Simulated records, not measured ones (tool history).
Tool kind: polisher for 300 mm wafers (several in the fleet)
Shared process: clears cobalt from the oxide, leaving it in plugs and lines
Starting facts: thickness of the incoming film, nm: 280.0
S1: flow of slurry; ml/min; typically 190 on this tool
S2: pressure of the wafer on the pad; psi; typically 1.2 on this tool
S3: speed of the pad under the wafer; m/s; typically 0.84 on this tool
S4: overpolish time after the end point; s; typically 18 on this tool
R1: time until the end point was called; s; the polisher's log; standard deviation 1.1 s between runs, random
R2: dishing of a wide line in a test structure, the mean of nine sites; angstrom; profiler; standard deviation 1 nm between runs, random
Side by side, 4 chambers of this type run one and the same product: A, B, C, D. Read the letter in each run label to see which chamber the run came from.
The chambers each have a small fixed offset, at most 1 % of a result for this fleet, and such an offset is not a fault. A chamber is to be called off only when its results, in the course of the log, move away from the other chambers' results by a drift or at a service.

Run 1D, hour 3.4: usual settings. Result: R1 92.436 s, R2 433.13 angstrom.
Run 2A, hour 7.3: usual settings. Result: R1 94.759 s, R2 421.49 angstrom.
At hour 8.8: chamber A: head pressure recalibrated.
Run 3B, hour 11.4: usual settings. Result: R1 92.511 s, R2 412.34 angstrom.
Run 4C, hour 13.9: usual settings. Result: R1 92.916 s, R2 423.92 angstrom.
Run 5A, hour 16.7: usual settings. Result: R1 92.696 s, R2 408.44 angstrom.
Run 6D, hour 19.2: usual settings. Result: R1 91.651 s, R2 428.22 angstrom.
Run 7B, hour 23.5: usual settings. Result: R1 92.905 s, R2 406.01 angstrom.
At hour 24.7: chamber B: head pressure recalibrated.
Run 8C, hour 26: usual settings. Result: R1 92.902 s, R2 427.67 angstrom.
Run 9A, hour 29.3: usual settings. Result: R1 94.735 s, R2 431.36 angstrom.
Run 10C, hour 31.8: usual settings. Result: R1 92.636 s, R2 421.8 angstrom.
Run 11B, hour 35.9: usual settings. Result: R1 94.104 s, R2 405.02 angstrom.
Run 12D, hour 40.4: usual settings. Result: R1 91.343 s, R2 432.76 angstrom.
Run 13A, hour 43.6: usual settings. Result: R1 90.537 s, R2 411.39 angstrom.
Run 14B, hour 48.3: usual settings. Result: R1 91.863 s, R2 431.85 angstrom.
Run 15D, hour 52.4: usual settings. Result: R1 91.881 s, R2 412.96 angstrom.
At hour 54.4: chamber C: worn pad replaced by a new one.
Run 16C, hour 55: usual settings but S1 160 ml/min. Result: R1 97.891 s, R2 414.93 angstrom.
Run 17D, hour 57.7: usual settings but S1 160 ml/min. Result: R1 94.476 s, R2 406.72 angstrom.
Run 18C, hour 60.1: usual settings but S1 160 ml/min. Result: R1 95.894 s, R2 411.16 angstrom.
Run 19B, hour 64.6: usual settings but S1 160 ml/min. Result: R1 97.269 s, R2 409.7 angstrom.
Run 20A, hour 66.7: usual settings. Result: R1 94.922 s, R2 403.94 angstrom.
Run 21A, hour 71.4: usual settings. Result: R1 94.929 s, R2 420.02 angstrom.
At hour 75.2: chamber B: worn pad replaced by a new one.
Run 22D, hour 76: usual settings. Result: R1 93.913 s, R2 421.01 angstrom.
Run 23B, hour 79: usual settings. Result: R1 93.737 s, R2 396.67 angstrom.
Run 24C, hour 82: usual settings. Result: R1 95.07 s, R2 429.58 angstrom.
Run 25D, hour 85: usual settings but S1 150 ml/min, S4 22 s. Result: R1 96.079 s, R2 471.94 angstrom.
Run 26B, hour 88.4: usual settings but S1 150 ml/min, S4 22 s. Result: R1 96.193 s, R2 475.09 angstrom.
Run 27A, hour 90.5: usual settings but S1 150 ml/min, S4 22 s. Result: R1 97.028 s, R2 473.14 angstrom.

All chambers now run identical settings, listed one chamber a line with results as question marks. What results will each chamber show?
Run 28A, hour 93.9: usual settings. Result: R1 ?, R2 ?.
Run 28B, hour 93.9: usual settings. Result: R1 ?, R2 ?.
Run 28C, hour 93.9: usual settings. Result: R1 ?, R2 ?.
Run 28D, hour 93.9: usual settings. Result: R1 ?, R2 ?.

run      R1      R2
28A  95.222  422.06
28B  92.048  408.52
28C  94.555  402.46
28D  94.086  429.93
